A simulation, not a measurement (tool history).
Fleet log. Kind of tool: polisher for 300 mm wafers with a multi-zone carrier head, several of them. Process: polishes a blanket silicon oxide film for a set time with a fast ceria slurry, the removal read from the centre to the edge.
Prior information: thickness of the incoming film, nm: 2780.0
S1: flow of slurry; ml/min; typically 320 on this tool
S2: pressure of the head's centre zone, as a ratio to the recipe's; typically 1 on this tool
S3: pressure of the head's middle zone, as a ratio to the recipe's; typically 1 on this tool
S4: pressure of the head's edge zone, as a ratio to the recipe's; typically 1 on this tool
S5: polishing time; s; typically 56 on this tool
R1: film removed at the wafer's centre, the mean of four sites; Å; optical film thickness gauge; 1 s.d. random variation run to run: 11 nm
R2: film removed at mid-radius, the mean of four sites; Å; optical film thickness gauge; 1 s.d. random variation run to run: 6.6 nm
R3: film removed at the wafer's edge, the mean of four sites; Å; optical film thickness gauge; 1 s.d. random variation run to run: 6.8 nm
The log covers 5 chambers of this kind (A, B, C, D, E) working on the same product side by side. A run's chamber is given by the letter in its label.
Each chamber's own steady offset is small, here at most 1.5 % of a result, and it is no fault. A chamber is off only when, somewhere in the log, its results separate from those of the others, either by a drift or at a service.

run 1E hour=8.4 | S1=320 S2=1 S3=1 S4=1 S5=56 | R1=7596.2 R2=7731.8 R3=7723.3
-- hour=10.7 chamber C: worn pad replaced by a new one
run 2B hour=15.5 | S1=320 S2=1 S3=1 S4=1 S5=56 | R1=7671.7 R2=7545.1 R3=7562.8
run 3A hour=26.5 | S1=320 S2=1 S3=1 S4=1 S5=56 | R1=7562.9 R2=7689.7 R3=7468.1
run 4C hour=33.9 | S1=320 S2=1 S3=1 S4=1 S5=56 | R1=7594.1 R2=7542.5 R3=7593.2
run 5D hour=42.6 | S1=320 S2=1 S3=1 S4=1 S5=56 | R1=7821.6 R2=7715 R3=7783.3
run 6A hour=54.5 | S1=320 S2=1 S3=1 S4=1 S5=56 | R1=7641.8 R2=7625.8 R3=7525.2
-- hour=59 chamber D: edge zone pressure recalibrated
-- hour=61.6 chamber A: worn pad replaced by a new one
run 7C hour=66.7 | S1=320 S2=1 S3=1 S4=1 S5=56 | R1=7361.5 R2=7569.5 R3=7650.8
run 8D hour=73.1 | S1=320 S2=1 S3=1 S4=1 S5=56 | R1=7550.6 R2=7649 R3=7640.5
-- hour=74.1 chamber E: centre zone pressure recalibrated
-- hour=77.3 chamber C: slurry nozzle cleaned
run 9E hour=83.1 | S1=320 S2=1.07 S3=0.89 S4=1 S5=56 | R1=8354.2 R2=6926.3 R3=7686.1
run 10B hour=93 | S1=320 S2=1.07 S3=0.89 S4=1 S5=56 | R1=8185 R2=6759.2 R3=7533.4
-- hour=103.7 chamber D: slurry nozzle cleaned
run 11E hour=105.7 | S1=320 S2=1.07 S3=0.89 S4=1 S5=56 | R1=8199.7 R2=6891 R3=7674.4
-- hour=113.9 chamber C: worn pad replaced by a new one
run 12B hour=114.3 | S1=320 S2=1.07 S3=0.89 S4=1 S5=56 | R1=8271.9 R2=6748.7 R3=7464.2
-- hour=116.1 chamber B: centre zone pressure recalibrated
run 13D hour=121.6 | S1=320 S2=1.07 S3=0.89 S4=1 S5=56 | R1=8225.8 R2=6879 R3=7771.9
run 14C hour=128 | S1=320 S2=1 S3=1 S4=1 S5=56 | R1=7633.2 R2=7548.1 R3=7752.9
-- hour=132.3 chamber E: worn pad replaced by a new one
-- hour=135.1 chamber A: edge zone pressure recalibrated
-- hour=135.3 chamber B: worn pad replaced by a new one
run 15A hour=136.2 | S1=320 S2=1 S3=1 S4=1 S5=56 | R1=7461.6 R2=7571.3 R3=7524.4
run 16A hour=143.9 | S1=320 S2=1 S3=1 S4=1 S5=56 | R1=7576 R2=7727.7 R3=7602.7
-- hour=146.2 chamber C: edge zone pressure recalibrated
run 17D hour=151.3 | S1=320 S2=1 S3=1 S4=1 S5=56 | R1=7719.2 R2=7575.7 R3=7654.4
run 18C hour=160.8 | S1=320 S2=1 S3=1 S4=1 S5=56 | R1=7355.9 R2=7507.2 R3=7576.4
run 19E hour=173 | S1=320 S2=1 S3=1 S4=1 S5=56 | R1=7902.5 R2=7704.8 R3=7553.9
-- hour=178.6 chamber D: worn pad replaced by a new one
run 20B hour=180.7 | S1=320 S2=1 S3=1 S4=1 S5=56 | R1=7531.3 R2=7579.8 R3=7436.9
-- hour=180.8 chamber B: slurry nozzle cleaned
run 21B hour=187.2 | S1=320 S2=1 S3=0.92 S4=1 S5=56 | R1=7691.5 R2=7007.1 R3=7624.6
-- hour=193.3 chamber A: worn pad replaced by a new one
run 22D hour=198.1 | S1=320 S2=1 S3=0.92 S4=1 S5=56 | R1=7519.3 R2=7194.2 R3=7646
-- hour=198.2 chamber C: centre zone pressure recalibrated
run 23E hour=210.2 | S1=320 S2=1 S3=0.92 S4=1 S5=56 | R1=7950.5 R2=7196.2 R3=7755.5
-- hour=215.1 chamber C: worn pad replaced by a new one
run 24A hour=222.4 | S1=320 S2=1 S3=0.92 S4=1 S5=56 | R1=7279.1 R2=7054.8 R3=7550
-- hour=223.6 chamber E: edge zone pressure recalibrated
run 25C hour=235 | S1=320 S2=1 S3=0.92 S4=1 S5=56 | R1=7553.8 R2=7060.6 R3=7764.2
-- hour=244.8 chamber A: centre zone pressure recalibrated
run 26B hour=245.1 | S1=320 S2=1 S3=1 S4=1 S5=56 | R1=7906.2 R2=7604.2 R3=7562.5
run 27A hour=252.8 | S1=320 S2=1 S3=0.94 S4=0.92 S5=56 | R1=8327.9 R2=7227.3 R3=7227.4
run 28D hour=264.3 | S1=320 S2=1 S3=0.94 S4=0.92 S5=56 | R1=7644.4 R2=7152.8 R3=7310.9
run 29E hour=271.3 | S1=320 S2=1 S3=0.94 S4=0.92 S5=56 | R1=7768.7 R2=7198.5 R3=7309.4
run 30C hour=280.7 | S1=320 S2=1 S3=0.94 S4=0.92 S5=56 | R1=7602.7 R2=7092.5 R3=7282.2
-- hour=283.6 chamber A: slurry nozzle cleaned
-- hour=284.5 chamber E: slurry nozzle cleaned
run 31E hour=290.2 | S1=320 S2=1 S3=0.94 S4=0.92 S5=56 | R1=7457.5 R2=7380.5 R3=7272
run 32C hour=302.6 | S1=320 S2=1 S3=1 S4=1 S5=56 | R1=7333.8 R2=7460 R3=7642.3
-- hour=306.2 chamber E: worn pad replaced by a new one
-- hour=309.2 chamber C: worn pad replaced by a new one
-- hour=313.6 chamber A: worn pad replaced by a new one
run 33B hour=314.9 | S1=320 S2=1 S3=1 S4=1 S5=56 | R1=7796.3 R2=7614.1 R3=7687.5
run 34D hour=320.9 | S1=320 S2=1 S3=1 S4=1 S5=56 | R1=7679 R2=7579.6 R3=7580
run 35A hour=326.9 | S1=320 S2=1 S3=1 S4=1 S5=56 | R1=8426.3 R2=7671.9 R3=7568.3
-- hour=332.7 chamber B: worn pad replaced by a new one
-- hour=335.8 chamber D: edge zone pressure recalibrated
run 36A hour=339.3 | S1=260 S2=1 S3=1 S4=1 S5=41 | R1=6127.7 R2=5479.6 R3=5454.6
run 37D hour=351.1 | S1=260 S2=1 S3=1 S4=1 S5=41 | R1=5481.7 R2=5415.4 R3=5476.9
run 38E hour=358.2 | S1=260 S2=1 S3=1 S4=1 S5=41 | R1=5485.2 R2=5518.9 R3=5502.5
run 39C hour=368.1 | S1=260 S2=1 S3=1 S4=1 S5=41 | R1=5373.1 R2=5488.8 R3=5546.7
run 40B hour=379.2 | S1=260 S2=1 S3=1 S4=1 S5=41 | R1=5589.9 R2=5464.9 R3=5536.8

The same settings go to every chamber for the next run, one line per chamber below. Forecast the results for each:
run 41A hour=388.3 | S1=320 S2=0.9 S3=1 S4=1 S5=56 | R1=? R2=? R3=?
run 41B hour=388.3 | S1=320 S2=0.9 S3=1 S4=1 S5=56 | R1=? R2=? R3=?
run 41C hour=388.3 | S1=320 S2=0.9 S3=1 S4=1 S5=56 | R1=? R2=? R3=?
run 41D hour=388.3 | S1=320 S2=0.9 S3=1 S4=1 S5=56 | R1=? R2=? R3=?
run 41E hour=388.3 | S1=320 S2=0.9 S3=1 S4=1 S5=56 | R1=? R2=? R3=?

run=41A R1=7694.5 R2=7679.5 R3=7452.2
run=41B R1=6719.2 R2=7505.5 R3=7596.3
run=41C R1=6731.2 R2=7598.3 R3=7497.6
run=41D R1=6934.8 R2=7512.8 R3=7590.5
run=41E R1=6918.1 R2=7724.5 R3=7627.5
